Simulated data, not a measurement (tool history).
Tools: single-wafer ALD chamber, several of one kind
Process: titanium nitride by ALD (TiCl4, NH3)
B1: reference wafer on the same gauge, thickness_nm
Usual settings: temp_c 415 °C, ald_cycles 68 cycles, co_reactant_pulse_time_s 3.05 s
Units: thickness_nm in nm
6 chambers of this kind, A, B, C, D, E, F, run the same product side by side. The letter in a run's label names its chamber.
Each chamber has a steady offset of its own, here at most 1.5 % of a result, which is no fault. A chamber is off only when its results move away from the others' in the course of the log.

Run 1F, hour 7.5: usual settings; B1 1.4879. Result: thickness_nm 1.5343 nm.
Run 2D, hour 14.9: usual settings; B1 1.4888. Result: thickness_nm 1.5475 nm.
Run 3A, hour 23.9: usual settings; B1 1.4893. Result: thickness_nm 1.5058 nm.
Run 4B, hour 32.2: usual settings; B1 1.4907. Result: thickness_nm 1.5071 nm.
Run 5E, hour 38.2: usual settings but ald_cycles 57 cycles; B1 1.4884. Result: thickness_nm 1.2765 nm.
Run 6C, hour 47.6: usual settings but ald_cycles 57 cycles; B1 1.489. Result: thickness_nm 1.2603 nm.
Run 7C, hour 56: usual settings but ald_cycles 57 cycles; B1 1.4903. Result: thickness_nm 1.2828 nm.
Run 8E, hour 61: usual settings but ald_cycles 57 cycles; B1 1.49. Result: thickness_nm 1.2648 nm.
Run 9F, hour 68.4: usual settings but ald_cycles 57 cycles; B1 1.4896. Result: thickness_nm 1.2859 nm.
Run 10B, hour 76.7: usual settings but ald_cycles 57 cycles; B1 1.4893. Result: thickness_nm 1.272 nm.
Run 11D, hour 86.3: usual settings but ald_cycles 57 cycles; B1 1.4894. Result: thickness_nm 1.3031 nm.
Run 12A, hour 95.9: usual settings but ald_cycles 57 cycles; B1 1.4899. Result: thickness_nm 1.2627 nm.
Run 13E, hour 105.7: usual settings but ald_cycles 57 cycles; B1 1.4909. Result: thickness_nm 1.2792 nm.
Run 14A, hour 110.5: usual settings but ald_cycles 57 cycles; B1 1.4887. Result: thickness_nm 1.2732 nm.
Run 15C, hour 118.5: usual settings but ald_cycles 57 cycles; B1 1.4896. Result: thickness_nm 1.2664 nm.
Run 16D, hour 128: usual settings but ald_cycles 57 cycles; B1 1.4899. Result: thickness_nm 1.3008 nm.
Run 17F, hour 136: usual settings; B1 1.4902. Result: thickness_nm 1.5443 nm.
Run 18B, hour 142: usual settings; B1 1.4909. Result: thickness_nm 1.5097 nm.
Run 19C, hour 146.7: usual settings; B1 1.4923. Result: thickness_nm 1.5122 nm.
Run 20D, hour 154.4: usual settings; B1 1.4917. Result: thickness_nm 1.5429 nm.
Run 21A, hour 160.2: usual settings; B1 1.491. Result: thickness_nm 1.5182 nm.
Run 22F, hour 169.4: usual settings; B1 1.4892. Result: thickness_nm 1.5344 nm.
At hour 174.7: chamber D: thermocouple changed; heater temperature recalibrated.
Run 23E, hour 174.9: usual settings; B1 1.4892. Result: thickness_nm 1.5173 nm.
Run 24B, hour 180.5: usual settings; B1 1.4889. Result: thickness_nm 1.5153 nm.
Run 25F, hour 189.1: usual settings; B1 1.4907. Result: thickness_nm 1.5437 nm.
Run 26E, hour 196.9: usual settings; B1 1.4913. Result: thickness_nm 1.5152 nm.
Run 27C, hour 201.6: usual settings; B1 1.4905. Result: thickness_nm 1.516 nm.
Run 28A, hour 209.4: usual settings; B1 1.4904. Result: thickness_nm 1.5046 nm.
Run 29B, hour 215.4: usual settings but ald_cycles 76 cycles, co_reactant_pulse_time_s 2.08 s; B1 1.4914. Result: thickness_nm 1.669 nm.
Run 30D, hour 222.8: usual settings but ald_cycles 76 cycles, co_reactant_pulse_time_s 2.08 s; B1 1.4904. Result: thickness_nm 1.6979 nm.
Run 31C, hour 230.4: usual settings but ald_cycles 76 cycles, co_reactant_pulse_time_s 2.08 s; B1 1.4878. Result: thickness_nm 1.6902 nm.
Run 32D, hour 236.1: usual settings but ald_cycles 76 cycles, co_reactant_pulse_time_s 2.08 s; B1 1.4915. Result: thickness_nm 1.7171 nm.
Run 33A, hour 243.2: usual settings but ald_cycles 76 cycles, co_reactant_pulse_time_s 2.08 s; B1 1.4881. Result: thickness_nm 1.6702 nm.
Run 34E, hour 253: usual settings but ald_cycles 76 cycles, co_reactant_pulse_time_s 2.08 s; B1 1.4899. Result: thickness_nm 1.6915 nm.
Run 35F, hour 259: usual settings; B1 1.4887. Result: thickness_nm 1.5524 nm.
Run 36B, hour 268.3: usual settings; B1 1.4903. Result: thickness_nm 1.5152 nm.
Run 37D, hour 273.3: usual settings; B1 1.4896. Result: thickness_nm 1.5359 nm.
Run 38A, hour 280.6: usual settings; B1 1.4897. Result: thickness_nm 1.5182 nm.
Run 39B, hour 285: usual settings; B1 1.4887. Result: thickness_nm 1.5147 nm.
Run 40F, hour 290.4: usual settings but co_reactant_pulse_time_s 4.22 s; B1 1.4902. Result: thickness_nm 1.5558 nm.
Run 41E, hour 296.9: usual settings but co_reactant_pulse_time_s 4.22 s; B1 1.4898. Result: thickness_nm 1.5239 nm.
Run 42C, hour 305.8: usual settings but co_reactant_pulse_time_s 4.22 s; B1 1.4925. Result: thickness_nm 1.5382 nm.

What goes on in this fleet: one chamber off, a drifting gauge, or nothing beyond the chambers' own small offsets? Name the chamber and the cause, if any.

No chamber stands off beyond its own small offset, and the gauge holds steady.
